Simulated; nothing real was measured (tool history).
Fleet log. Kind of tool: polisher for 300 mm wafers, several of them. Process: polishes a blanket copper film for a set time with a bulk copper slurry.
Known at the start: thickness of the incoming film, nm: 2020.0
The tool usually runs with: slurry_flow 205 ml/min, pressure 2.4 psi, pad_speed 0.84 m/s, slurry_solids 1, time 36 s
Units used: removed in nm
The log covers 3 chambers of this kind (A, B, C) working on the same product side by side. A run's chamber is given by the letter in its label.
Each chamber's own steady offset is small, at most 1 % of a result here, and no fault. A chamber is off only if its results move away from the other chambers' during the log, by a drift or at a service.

run,hour,slurry_flow,pressure,pad_speed,slurry_solids,time,wafers polished on this pad,hours since the slurry nozzle was cleaned,hours since the head pressure was calibrated,hours since the slurry blender was calibrated,removed
1C,5,205,2.4,0.84,1,36,251,572.9,745.7,183.6,224.66
2A,7.9,205,2.4,0.84,1,36,1562,75.9,1319.1,33.4,220.43
# hour 10.8: chamber A: worn pad replaced by a new one
3B,11.7,205,2.4,0.84,1,36,639,118.8,74.4,40.8,222.12
4A,14.7,205,2.4,0.84,1,36,36,82.7,1325.9,40.2,225.79
5B,19.3,205,2.4,0.84,1,36,708,126.4,82,48.4,219.57
6C,21.9,205,2.4,0.84,1,36,404,589.8,762.6,200.5,223.61
7A,24.3,205,2.4,0.84,1,36,123,92.3,1335.5,49.8,228.01
8B,28.5,205,2.4,0.84,1,36,792,135.6,91.2,57.6,222.72
9C,33.6,205,2.4,0.84,1,36,511,601.5,774.3,212.2,222.86
# hour 34.5: chamber C: slurry nozzle cleaned
# hour 34.6: chamber C: head pressure recalibrated
10A,35.8,205,2.4,0.84,1,48,227,103.8,1347,61.3,298.41
11B,40.1,205,2.4,0.84,1,48,897,147.2,102.8,69.2,300.77
12C,42.9,205,2.4,0.84,1,48,595,8.4,8.3,221.5,294.71
13A,47.8,205,2.4,0.84,1,36,336,115.8,1359,73.3,224.29
14C,50.8,205,2.4,0.84,1,36,667,16.3,16.2,229.4,222.48
15B,55.1,205,2.4,0.84,1,36,1033,162.2,117.8,84.2,219.27
16B,57.9,205,2.4,0.84,1,36,1059,165,120.6,87,221.03
17C,60.2,205,2.4,0.84,1,36,752,25.7,25.6,238.8,220.04
18A,63.3,205,2.4,0.84,1,36,477,131.3,1374.5,88.8,220.58
19A,65.8,205,2.4,0.84,1,36,500,133.8,1377,91.3,223.34
20C,68.9,205,2.4,0.84,1,36,831,34.4,34.3,247.5,224.8
21B,73.3,205,2.4,0.84,1,36,1199,180.4,136,102.4,218.27
22C,76.8,205,2.4,0.84,1,36,903,42.3,42.2,255.4,223.76
23B,79.3,205,2.4,0.84,1,36,1253,186.4,142,108.4,219.3
24A,82.2,205,2.4,0.84,1,36,648,150.2,1393.4,107.7,226.61
25B,84.9,205,2.4,0.84,1,36,1304,192,147.6,114,222.35
26C,88,205,2.4,0.84,1,36,1004,53.5,53.4,266.6,222.8
# hour 88.5: chamber A: head pressure recalibrated
27A,90.2,205,2.4,0.84,1,36,721,158.2,1.8,115.7,245.24
# hour 90.6: chamber B: worn pad replaced by a new one
28C,94.4,205,2.4,0.84,1,36,1062,59.9,59.8,273,225.25
29A,97.4,145,2.4,0.84,1,36,786,165.4,9,122.9,228.72
30B,101.5,145,2.4,0.84,1,36,99,208.6,164.2,130.6,212.85
31C,104.2,145,2.4,0.84,1,36,1151,69.7,69.6,282.8,212.98
32B,108.9,205,2.4,0.84,1,36,167,216,171.6,138,222.16
33A,111.1,235,3,0.84,1,36,911,179.1,22.7,136.6,316.42
34B,113.4,235,3,0.84,1,36,207,220.5,176.1,142.5,281.62
35A,117.7,235,3,0.84,1,36,971,185.7,29.3,143.2,311.91
36C,122.1,205,2.4,0.84,1,36,1314,87.6,87.5,300.7,222.24
# hour 124.6: chamber B: slurry blender recalibrated
37A,126.1,165,2.4,0.84,1,44,1047,194.1,37.7,151.6,300.99
38B,129.1,165,2.4,0.84,1,44,350,236.2,191.8,4.6,265.51
# hour 133.1: chamber A: slurry blender recalibrated
39C,133.3,165,2.4,0.84,1,44,1416,98.8,98.7,311.9,271.1
40A,137.3,205,2.4,0.84,1,36,1149,205.3,48.9,4.2,248.33
41B,139.5,205,2.4,0.84,1,36,444,246.6,202.2,15,225.61
42C,144.1,205,2.4,0.84,1,36,1514,109.6,109.5,322.7,221.48
43B,148.2,205,2.4,0.84,1,36,523,255.3,210.9,23.7,222.04

Next, every chamber runs the same settings. What will each give?
44A,151.9,205,2.4,0.84,0.8,36,,,,,?
44B,151.9,205,2.4,0.84,0.8,36,,,,,?
44C,151.9,205,2.4,0.84,0.8,36,,,,,?

run,removed
44A,234.26
44B,212.65
44C,211.38

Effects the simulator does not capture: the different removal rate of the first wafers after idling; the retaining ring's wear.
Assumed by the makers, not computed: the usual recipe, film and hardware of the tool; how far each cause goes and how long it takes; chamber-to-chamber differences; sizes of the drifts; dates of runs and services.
